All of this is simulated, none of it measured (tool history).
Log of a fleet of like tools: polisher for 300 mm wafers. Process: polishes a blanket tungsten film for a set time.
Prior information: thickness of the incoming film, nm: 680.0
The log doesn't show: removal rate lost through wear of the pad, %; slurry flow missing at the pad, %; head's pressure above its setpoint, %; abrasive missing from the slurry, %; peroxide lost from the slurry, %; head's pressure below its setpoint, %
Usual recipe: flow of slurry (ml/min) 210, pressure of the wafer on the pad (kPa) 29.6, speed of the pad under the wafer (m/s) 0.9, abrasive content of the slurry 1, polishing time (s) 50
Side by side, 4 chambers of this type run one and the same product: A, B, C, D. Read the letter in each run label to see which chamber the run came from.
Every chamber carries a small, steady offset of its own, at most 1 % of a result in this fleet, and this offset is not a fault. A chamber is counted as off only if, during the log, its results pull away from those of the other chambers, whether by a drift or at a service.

run   hour  flow of slurry (ml/min)  pressure of the wafer on the pad (kPa)  speed of the pad under the wafer (m/s)  abrasive content of the slurry  polishing time (s)  wafers polished on this pad  hours since the slurry nozzle was cleaned  hours since the head pressure was calibrated  hours since the slurry blender was calibrated  hours since the slurry got fresh peroxide  film removed (angstrom)
       5.9  -- chamber B: worn pad replaced by a new one
       8.7  -- chamber C: slurry tank refilled with fresh slurry and peroxide
 1C   13.1                      210                                    29.6                                     0.9                               1                  50                         1283                                      114.1                                         891.7                                          210.9                                        4.5                   2474.1
      16.8  -- chamber A: head pressure recalibrated
      17.4  -- chamber C: worn pad replaced by a new one
      27.5  -- chamber B: slurry tank refilled with fresh slurry and peroxide
 2B   28.2                      210                                    29.6                                     0.9                               1                  50                          152                                      138.8                                        1118.3                                          203.2                                        0.8                   2529.6
      31.8  -- chamber C: head pressure recalibrated
      33.2  -- chamber C: slurry blender recalibrated
      34.6  -- chamber D: slurry nozzle cleaned
 3D   38.4                      210                                    29.6                                     0.9                               1                  50                          390                                        3.8                                           210                                           49.9                                       87.5                   2540.5
 4A   50.5                      210                                    29.6                                     0.9                               1                  50                          813                                      341.3                                          33.8                                            312                                       86.3                   2485.2
      56.3  -- chamber A: worn pad replaced by a new one
 5D   57.9                      210                                    29.6                                     0.9                               1                  50                          523                                       23.3                                         229.5                                           69.4                                        107                     2501
      61.1  -- chamber D: slurry tank refilled with fresh slurry and peroxide
      65.9  -- chamber B: head pressure recalibrated
 6B   66.4                      210                                    29.6                                     0.9                               1                  50                          412                                        177                                           0.6                                          241.4                                         39                   2503.7
 7A   76.1                      210                                    29.6                                     0.9                               1                  50                          135                                      366.9                                          59.4                                          337.6                                      111.9                   2449.3
 8C   85.2                      210                                    29.6                                     0.9                               1                  50                          461                                      186.2                                          53.4                                             52                                       76.6                   2459.8
 9D   94.9                      210                                    29.6                                     0.9                               1                  50                          774                                       60.3                                         266.5                                          106.4                                       33.8                   2494.8
     108.9  -- chamber C: slurry tank refilled with fresh slurry and peroxide
10C  110.1                      210                                    29.6                                     0.9                               1                  50                          630                                      211.1                                          78.3                                           76.9                                        1.2                     2571
11A  122.8                      210                                    29.6                                     0.9                               1                  50                          452                                      413.6                                         106.1                                          384.3                                      158.6                   2418.2
     122.9  -- chamber A: slurry tank refilled with fresh slurry and peroxide
     131.9  -- chamber B: worn pad replaced by a new one
     132.2  -- chamber D: slurry blender recalibrated
12B  137.1                      210                                    29.6                                     0.9                               1                  50                           35                                      247.7                                          71.3                                          312.1                                      109.7                     2492
13A  148.5                      210                                    29.6                                     0.9                             1.2                  50                          627                                      439.3                                         131.8                                            410                                       25.7                   2566.6
       154  -- chamber B: slurry tank refilled with fresh slurry and peroxide
     158.4  -- chamber D: slurry tank refilled with fresh slurry and peroxide
14C    163                      210                                    29.6                                     0.9                             1.2                  50                          990                                        264                                         131.2                                          129.8                                       54.1                   2645.8
15B  170.8                      210                                    29.6                                     0.9                             1.2                  50                          265                                      281.4                                           105                                          345.8                                       16.9                   2632.8
     183.6  -- chamber A: worn pad replaced by a new one
16D  185.4                      210                                    29.6                                     0.9                             1.2                  50                         1390                                      150.8                                           357                                           53.2                                         27                   2580.6
17A  197.3                      210                                    29.6                                     0.9                               1                  50                           93                                      488.1                                         180.6                                          458.8                                       74.5                   2477.4
     202.5  -- chamber A: slurry blender recalibrated
18D  205.7                      210                                    29.6                                     0.9                               1                  50                         1528                                      171.1                                         377.3                                           73.5                                       47.3                     2474
     208.3  -- chamber C: slurry tank refilled with fresh slurry and peroxide
19C  219.8                      210                                    29.6                                     0.9                               1                  50                         1376                                      320.8                                           188                                          186.6                                       11.5                   2504.4
     230.1  -- chamber C: worn pad replaced by a new one
20B  230.5                      210                                    29.6                                     0.9                             1.2                  50                          671                                      341.1                                         164.7                                          405.5                                       76.6                   2593.1
21D  245.5                      210                                    29.6                                     0.9                             1.2                  50                         1799                                      210.9                                         417.1                                          113.3                                       87.1                   2516.8
     247.3  -- chamber B: worn pad replaced by a new one
     258.4  -- chamber C: slurry blender recalibrated
22A    261                      210                                    29.6                                     0.9                             1.2                  50                          526                                      551.8                                         244.3                                           58.6                                      138.2                   2538.6
     268.8  -- chamber D: slurry tank refilled with fresh slurry and peroxide
     269.3  -- chamber A: slurry tank refilled with fresh slurry and peroxide
       272  -- chamber B: slurry tank refilled with fresh slurry and peroxide
23B  275.5                      210                                    29.6                                     0.9                             1.2                  50                          192                                      386.1                                         209.7                                          450.5                                        3.5                     2626
     283.3  -- chamber B: slurry blender recalibrated
       286  -- chamber D: slurry blender recalibrated
24C  288.1                      210                                    29.6                                     0.9                               1                  50                          394                                      389.1                                         256.3                                           29.7                                       79.8                     2497
     295.5  -- chamber C: slurry tank refilled with fresh slurry and peroxide
25C  299.7                      210                                    29.6                                     0.9                               1                  50                          473                                      400.7                                         267.9                                           41.3                                        4.3                   2568.6
26D  312.3                      210                                    29.6                                     0.9                               1                  50                         2253                                      277.7                                         483.9                                           26.3                                       43.5                   2339.8
27B  326.9                      210                                    29.6                                     0.9                               1                  50                          541                                      437.5                                         261.1                                           43.7                                       54.9                   2468.3
     328.1  -- chamber A: worn pad replaced by a new one
28A  338.2                      240                                    29.6                                     0.9                               1                  50                           68                                        629                                         321.5                                          135.8                                       68.9                     2545
29D  352.8                      240                                    29.6                                     0.9                               1                  50                         2528                                      318.2                                         524.4                                           66.8                                         84                   2431.2
       364  -- chamber D: slurry tank refilled with fresh slurry and peroxide
30A  366.6                      240                                    29.6                                     0.9                               1                  50                          262                                      657.4                                         349.9                                          164.2                                       97.3                   2582.6
     373.9  -- chamber B: slurry tank refilled with fresh slurry and peroxide
     374.1  -- chamber C: slurry tank refilled with fresh slurry and peroxide
31B    378                      240                                    29.6                                     0.9                               1                  50                          889                                      488.6                                         312.2                                           94.8                                        4.2                   2515.1
     387.3  -- chamber B: worn pad replaced by a new one
32C    393                      210                                    24.1                                     0.9                            0.75                  50                         1108                                        494                                         361.2                                          134.6                                       18.9                   1935.4
     403.3  -- chamber D: slurry nozzle cleaned
     404.2  -- chamber A: slurry tank refilled with fresh slurry and peroxide
33B  406.6                      210                                    24.1                                     0.9                            0.75                  50                          131                                      517.2                                         340.8                                          123.4                                       32.8                     1898
34C  415.3                      210                                    24.1                                     0.9                            0.75                  50                         1260                                      516.3                                         383.5                                          156.9                                       41.2                     1938
35D  427.4                      210                                    24.1                                     0.9                            0.75                  50                         3036                                       24.2                                           599                                          141.4                                       63.5                   1768.3
     430.7  -- chamber A: slurry nozzle cleaned
36A  434.5                      210                                    29.6                                     0.9                               1                  50                          723                                        3.8                                         417.8                                          232.1                                       30.3                   2489.6
37A  446.9                      210                                    29.6                                     0.9                               1                  50                          808                                       16.2                                         430.2                                          244.5                                       42.7                   2432.1
38B  458.8                      210                                    29.6                                     0.9                               1                  50                          486                                      569.4                                           393                                          175.6                                         85                   2510.2

Decide between three cases: one chamber stands off from its peers, the gauge reading all wafers drifts, or nothing is wrong past each chamber's small offset. Where a chamber is off, say which and what most likely put it there.

Chamber D drifts away from the others.
Likeliest cause: removal rate lost through wear of the pad, % = 7.73.
The log may not separate it from: head's pressure below its setpoint, %.

Chamber D could run next with any of the 4 candidate recipes listed below; each alters the usual settings, and their results appear as question marks. Which one brings its results back in line with what the other chambers deliver on the usual settings?
Counts as in line when no further than this from what the other chambers average on the usual settings: film removed (angstrom) 120
39D-1   470                      205                                    29.6                                     0.9                               1                  43                                                                                                                                                                                                                                        ?
39D-2   470                      210                                    29.6                                    1.04                            1.05                  50                                                                                                                                                                                                                                        ?
39D-3   470                      210                                    29.6                                    0.96                               1                  50                                                                                                                                                                                                                                        ?
39D-4   470                      210                                    29.6                                    0.86                               1                  48                                                                                                                                                                                                                                        ?

Average result of the remaining chambers running the usual settings: film removed (angstrom) 2503.2
  run  film removed (angstrom)
39D-1                   1983.5
39D-2                   2709.6
39D-3                     2470
39D-4                   2120.9
The answer is 39D-3, which returns the chamber to within the allowed miss of the others.

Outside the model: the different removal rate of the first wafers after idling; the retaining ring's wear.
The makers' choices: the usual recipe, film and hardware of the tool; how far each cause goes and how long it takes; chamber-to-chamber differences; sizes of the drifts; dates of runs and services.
